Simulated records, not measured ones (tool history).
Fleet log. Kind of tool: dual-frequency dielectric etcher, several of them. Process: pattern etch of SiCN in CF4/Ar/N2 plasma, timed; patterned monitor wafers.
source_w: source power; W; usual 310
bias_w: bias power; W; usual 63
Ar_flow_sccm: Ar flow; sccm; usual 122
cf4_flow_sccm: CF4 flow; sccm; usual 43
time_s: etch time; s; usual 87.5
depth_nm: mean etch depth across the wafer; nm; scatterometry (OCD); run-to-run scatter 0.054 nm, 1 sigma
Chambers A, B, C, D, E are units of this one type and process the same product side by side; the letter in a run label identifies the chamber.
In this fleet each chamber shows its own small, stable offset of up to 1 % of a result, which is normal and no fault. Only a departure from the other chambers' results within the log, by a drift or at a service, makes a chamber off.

run	day	source_w	bias_w	Ar_flow_sccm	cf4_flow_sccm	time_s	read-back reference wafer on the same gauge, depth_nm	depth_nm
1B	0.450	310	63	122	43	87.5	47.305	46.858
2E	0.821	310	63	122	43	87.5	47.309	46.345
3C	1.325	310	63	122	43	87.5	47.318	46.840
4A	1.733	310	63	122	43	87.5	47.324	46.512
# day 1.762: chamber A: wet clean of the chamber
5D	2.062	310	63	122	39	73.5	47.327	38.124
# day 2.225: chamber A: source power generator calibrated
6D	2.404	310	63	122	39	73.5	47.340	38.201
7E	2.679	310	63	122	39	73.5	47.340	38.304
8A	3.062	310	63	122	39	73.5	47.343	38.538
9C	3.554	310	63	122	39	73.5	47.363	38.726
10B	4.017	310	63	122	43	87.5	47.345	46.852
# day 4.208: chamber E: source power generator calibrated
11D	4.462	310	63	122	43	87.5	47.363	46.323
12C	4.704	310	63	122	43	87.5	47.364	46.873
# day 4.783: chamber B: wet clean of the chamber
13E	5.192	310	70	100	43	87.5	47.383	49.961
14B	5.429	310	70	100	43	87.5	47.372	50.444
# day 5.600: chamber D: bias power generator calibrated
15A	5.942	310	70	100	43	87.5	47.392	50.074
16D	6.262	310	70	100	43	87.5	47.383	49.754
# day 6.421: chamber E: wet clean of the chamber
17A	6.550	310	70	100	43	87.5	47.385	50.096
18C	6.883	310	63	122	43	87.5	47.413	46.920
# day 7.304: chamber E: Ar flow controller replaced
19B	7.375	310	63	122	43	87.5	47.401	46.825
20E	7.712	310	63	122	43	87.5	47.415	46.507
21B	8.071	310	63	122	43	87.5	47.414	46.904
22D	8.550	310	63	122	43	87.5	47.426	46.340
23A	8.867	310	63	122	43	87.5	47.430	46.760
24E	9.250	310	63	122	43	87.5	47.426	46.435
25C	9.479	310	63	122	43	87.5	47.429	46.913
26A	9.812	310	63	122	43	87.5	47.449	46.740
27C	10.225	270	63	122	43	87.5	47.448	41.641
28E	10.704	270	63	122	43	87.5	47.465	41.314
29D	11.138	270	63	122	43	87.5	47.448	41.078
# day 11.229: chamber C: wet clean of the chamber
30B	11.429	270	63	122	43	87.5	47.469	41.696
31B	11.796	270	63	122	43	87.5	47.456	41.637
32D	12.088	310	63	122	43	87.5	47.478	46.386
33E	12.488	310	63	122	43	87.5	47.460	46.509
34C	12.975	310	63	122	43	87.5	47.470	46.927
35A	13.333	310	63	122	43	87.5	47.484	46.656
36E	13.817	310	63	122	43	87.5	47.489	46.475
37D	14.058	310	63	122	43	87.5	47.503	46.462
# day 14.400: chamber C: bias power generator calibrated
38C	14.504	310	63	122	43	87.5	47.506	46.941
39A	14.812	310	63	122	43	87.5	47.519	46.656
40B	15.312	310	63	122	43	87.5	47.518	47.024

The same settings go to every chamber for the next run, one line per chamber below. Forecast the results for each:
41A	15.679	310	63	122	43	87.5		?
41B	15.679	310	63	122	43	87.5		?
41C	15.679	310	63	122	43	87.5		?
41D	15.679	310	63	122	43	87.5		?
41E	15.679	310	63	122	43	87.5		?

run	depth_nm
41A	46.820
41B	47.022
41C	46.905
41D	46.307
41E	46.593
